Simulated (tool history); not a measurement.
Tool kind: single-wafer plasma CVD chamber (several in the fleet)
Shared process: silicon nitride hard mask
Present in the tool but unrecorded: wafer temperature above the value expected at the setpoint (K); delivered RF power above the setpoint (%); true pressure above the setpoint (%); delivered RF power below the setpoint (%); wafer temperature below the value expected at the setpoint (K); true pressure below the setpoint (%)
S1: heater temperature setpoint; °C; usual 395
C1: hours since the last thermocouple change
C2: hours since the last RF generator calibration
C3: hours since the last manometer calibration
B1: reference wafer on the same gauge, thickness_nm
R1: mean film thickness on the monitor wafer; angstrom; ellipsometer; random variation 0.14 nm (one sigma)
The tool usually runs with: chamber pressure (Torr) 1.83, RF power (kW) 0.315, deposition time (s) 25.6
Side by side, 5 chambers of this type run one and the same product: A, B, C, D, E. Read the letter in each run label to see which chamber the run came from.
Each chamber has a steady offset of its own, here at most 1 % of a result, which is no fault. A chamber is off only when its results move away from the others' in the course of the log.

Run 1D, hour 7.1: usual settings; C1 308.3; C2 987.5; C3 829.4; B1 37.986. Result: R1 318.18 angstrom.
Run 2C, hour 11.4: usual settings; C1 894.7; C2 955.6; C3 931.5; B1 37.996. Result: R1 321.42 angstrom.
Run 3E, hour 19.2: usual settings; C1 2561.5; C2 193.7; C3 190; B1 38.009. Result: R1 312.95 angstrom.
Run 4A, hour 23.2: usual settings; C1 1807.9; C2 1109.4; C3 374.9; B1 38.001. Result: R1 316.04 angstrom.
Run 5B, hour 30.1: usual settings; C1 146.5; C2 220; C3 2183.3; B1 38.06. Result: R1 317.31 angstrom.
Run 6D, hour 37.2: usual settings; C1 338.4; C2 1017.6; C3 859.5; B1 37.98. Result: R1 315.29 angstrom.
Run 7C, hour 45.3: usual settings; C1 928.6; C2 989.5; C3 965.4; B1 37.976. Result: R1 319.17 angstrom.
Run 8E, hour 52.1: usual settings; C1 2594.4; C2 226.6; C3 222.9; B1 37.984. Result: R1 316.29 angstrom.
Run 9B, hour 58.7: usual settings; C1 175.1; C2 248.6; C3 2211.9; B1 38.013. Result: R1 317.77 angstrom.
Run 10A, hour 64.1: usual settings; C1 1848.8; C2 1150.3; C3 415.8; B1 37.997. Result: R1 316.18 angstrom.
At hour 67.6: chamber E: thermocouple changed; heater temperature recalibrated.
Run 11D, hour 71.6: usual settings; C1 372.8; C2 1052; C3 893.9; B1 37.968. Result: R1 314.56 angstrom.
Run 12A, hour 76.2: usual settings; C1 1860.9; C2 1162.4; C3 427.9; B1 38.042. Result: R1 315.01 angstrom.
Run 13C, hour 82.6: usual settings; C1 965.9; C2 1026.8; C3 1002.7; B1 38.034. Result: R1 320.72 angstrom.
Run 14B, hour 87.6: usual settings; C1 204; C2 277.5; C3 2240.8; B1 38.033. Result: R1 318.4 angstrom.
Run 15E, hour 91.5: usual settings; C1 23.9; C2 266; C3 262.3; B1 37.98. Result: R1 314.01 angstrom.
Run 16C, hour 97.9: usual settings; C1 981.2; C2 1042.1; C3 1018; B1 37.99. Result: R1 318.31 angstrom.
Run 17B, hour 101.6: usual settings; C1 218; C2 291.5; C3 2254.8; B1 37.98. Result: R1 317.23 angstrom.
Run 18E, hour 108.6: usual settings; C1 41; C2 283.1; C3 279.4; B1 37.99. Result: R1 315.21 angstrom.
Run 19A, hour 116.5: usual settings but chamber pressure (Torr) 1.48, RF power (kW) 0.26; C1 1901.2; C2 1202.7; C3 468.2; B1 38.023. Result: R1 261.88 angstrom.
Run 20D, hour 121.4: usual settings but chamber pressure (Torr) 1.48, RF power (kW) 0.26; C1 422.6; C2 1101.8; C3 943.7; B1 37.995. Result: R1 256.42 angstrom.
Run 21D, hour 129.5: usual settings but chamber pressure (Torr) 1.48, RF power (kW) 0.26; C1 430.7; C2 1109.9; C3 951.8; B1 37.996. Result: R1 254.75 angstrom.
Run 22C, hour 133.8: usual settings but chamber pressure (Torr) 1.48, RF power (kW) 0.26; C1 1017.1; C2 1078; C3 1053.9; B1 37.994. Result: R1 263.26 angstrom.
Run 23E, hour 141.3: usual settings but chamber pressure (Torr) 1.48, RF power (kW) 0.26; C1 73.7; C2 315.8; C3 312.1; B1 38. Result: R1 256.76 angstrom.
Run 24B, hour 145.8: usual settings but chamber pressure (Torr) 1.6; C1 262.2; C2 335.7; C3 2299; B1 37.978. Result: R1 306.82 angstrom.
Run 25A, hour 150.8: usual settings but chamber pressure (Torr) 1.6; C1 1935.5; C2 1237; C3 502.5; B1 38.027. Result: R1 306.35 angstrom.
Run 26A, hour 156.8: usual settings but chamber pressure (Torr) 1.6; C1 1941.5; C2 1243; C3 508.5; B1 38.012. Result: R1 303.53 angstrom.
Run 27E, hour 162.9: usual settings but chamber pressure (Torr) 1.6; C1 95.3; C2 337.4; C3 333.7; B1 37.96. Result: R1 303.03 angstrom.
Run 28B, hour 171: usual settings but chamber pressure (Torr) 1.6; C1 287.4; C2 360.9; C3 2324.2; B1 37.964. Result: R1 306.18 angstrom.
Run 29D, hour 176.1: usual settings; C1 477.3; C2 1156.5; C3 998.4; B1 38.005. Result: R1 307.13 angstrom.
Run 30C, hour 184.2: usual settings; C1 1067.5; C2 1128.4; C3 1104.3; B1 38.011. Result: R1 319.34 angstrom.
Run 31A, hour 192.1: usual settings; C1 1976.8; C2 1278.3; C3 543.8; B1 37.994. Result: R1 316.25 angstrom.
Run 32C, hour 200: usual settings; C1 1083.3; C2 1144.2; C3 1120.1; B1 37.964. Result: R1 321.06 angstrom.

Predict what each chamber gives when all 5 of them run the settings below next.
Run 33A, hour 205.9: usual settings. Result: R1 ?.
Run 33B, hour 205.9: usual settings. Result: R1 ?.
Run 33C, hour 205.9: usual settings. Result: R1 ?.
Run 33D, hour 205.9: usual settings. Result: R1 ?.
Run 33E, hour 205.9: usual settings. Result: R1 ?.

run      R1
33A  314.28
33B  316.59
33C  318.45
33D  305.82
33E  315.69
